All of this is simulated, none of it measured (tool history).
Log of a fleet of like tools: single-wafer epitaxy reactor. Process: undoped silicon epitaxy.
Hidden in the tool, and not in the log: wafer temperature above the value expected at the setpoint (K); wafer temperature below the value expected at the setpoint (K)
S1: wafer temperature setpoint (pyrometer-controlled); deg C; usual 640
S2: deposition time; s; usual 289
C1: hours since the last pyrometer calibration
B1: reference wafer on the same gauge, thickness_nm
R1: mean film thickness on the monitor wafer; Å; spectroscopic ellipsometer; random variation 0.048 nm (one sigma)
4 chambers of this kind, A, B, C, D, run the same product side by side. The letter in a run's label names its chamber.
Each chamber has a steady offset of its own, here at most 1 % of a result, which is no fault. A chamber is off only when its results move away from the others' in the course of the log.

run 1B hour=6.1 | S1=640 S2=289 | C1=1450 | B1=45.493 | R1=392.7
run 2A hour=18 | S1=640 S2=289 | C1=775.5 | B1=45.492 | R1=390.99
run 3D hour=29.2 | S1=640 S2=289 | C1=58 | B1=45.473 | R1=387.67
run 4C hour=38.7 | S1=640 S2=289 | C1=1145.8 | B1=45.465 | R1=389.48
run 5B hour=48.4 | S1=640 S2=289 | C1=1492.3 | B1=45.464 | R1=391.2
run 6A hour=54.2 | S1=640 S2=289 | C1=811.7 | B1=45.466 | R1=391.27
run 7C hour=62 | S1=640 S2=237 | C1=1169.1 | B1=45.477 | R1=320.08
run 8D hour=70.7 | S1=640 S2=237 | C1=99.5 | B1=45.444 | R1=317.13
run 9B hour=80.8 | S1=640 S2=237 | C1=1524.7 | B1=45.435 | R1=319.91
run 10A hour=93 | S1=640 S2=237 | C1=850.5 | B1=45.434 | R1=320.38
run 11C hour=102.9 | S1=640 S2=289 | C1=1210 | B1=45.422 | R1=389.16
run 12D hour=108.9 | S1=640 S2=289 | C1=137.7 | B1=45.427 | R1=386.98
run 13D hour=116 | S1=640 S2=289 | C1=144.8 | B1=45.425 | R1=386.7
run 14B hour=124.7 | S1=640 S2=289 | C1=1568.6 | B1=45.398 | R1=390.77
run 15A hour=133.6 | S1=640 S2=289 | C1=891.1 | B1=45.395 | R1=390.31
run 16C hour=139.2 | S1=640 S2=289 | C1=1246.3 | B1=45.396 | R1=388.75
run 17A hour=147.9 | S1=640 S2=289 | C1=905.4 | B1=45.388 | R1=389.88
run 18B hour=159.1 | S1=640 S2=289 | C1=1603 | B1=45.384 | R1=389.69
run 19C hour=168.2 | S1=640 S2=289 | C1=1275.3 | B1=45.39 | R1=388.53
run 20D hour=173.6 | S1=640 S2=289 | C1=202.4 | B1=45.377 | R1=386.07
run 21C hour=180.7 | S1=640 S2=289 | C1=1287.8 | B1=45.353 | R1=389.18
run 22D hour=186.4 | S1=640 S2=289 | C1=215.2 | B1=45.36 | R1=386.78
run 23B hour=192.6 | S1=640 S2=289 | C1=1636.5 | B1=45.363 | R1=390.74
run 24A hour=198.8 | S1=640 S2=289 | C1=956.3 | B1=45.352 | R1=390.06
run 25A hour=204.2 | S1=640 S2=289 | C1=961.7 | B1=45.36 | R1=390.37
run 26B hour=213.3 | S1=650 S2=289 | C1=1657.2 | B1=45.341 | R1=487.73
run 27C hour=223.7 | S1=650 S2=289 | C1=1330.8 | B1=45.335 | R1=483.26
run 28D hour=235.7 | S1=650 S2=289 | C1=264.5 | B1=45.328 | R1=482.53
run 29A hour=243.4 | S1=650 S2=289 | C1=1000.9 | B1=45.32 | R1=484.88
run 30D hour=254.8 | S1=640 S2=289 | C1=283.6 | B1=45.319 | R1=385.77
run 31B hour=265.6 | S1=640 S2=289 | C1=1709.5 | B1=45.305 | R1=390.44
run 32C hour=275.9 | S1=640 S2=289 | C1=1383 | B1=45.299 | R1=388.12
run 33B hour=282.5 | S1=640 S2=289 | C1=1726.4 | B1=45.302 | R1=389.03
run 34D hour=290.6 | S1=640 S2=289 | C1=319.4 | B1=45.288 | R1=385.24
run 35A hour=297.4 | S1=632 S2=237 | C1=1054.9 | B1=45.274 | R1=266.64
run 36C hour=306.4 | S1=632 S2=237 | C1=1413.5 | B1=45.268 | R1=266.36

All 4 chambers run these settings next. Forecast each chamber's results:
run 37A hour=315.3 | S1=627 S2=289 | R1=?
run 37B hour=315.3 | S1=627 S2=289 | R1=?
run 37C hour=315.3 | S1=627 S2=289 | R1=?
run 37D hour=315.3 | S1=627 S2=289 | R1=?

run=37A R1=290.28
run=37B R1=290.81
run=37C R1=289.92
run=37D R1=285.86
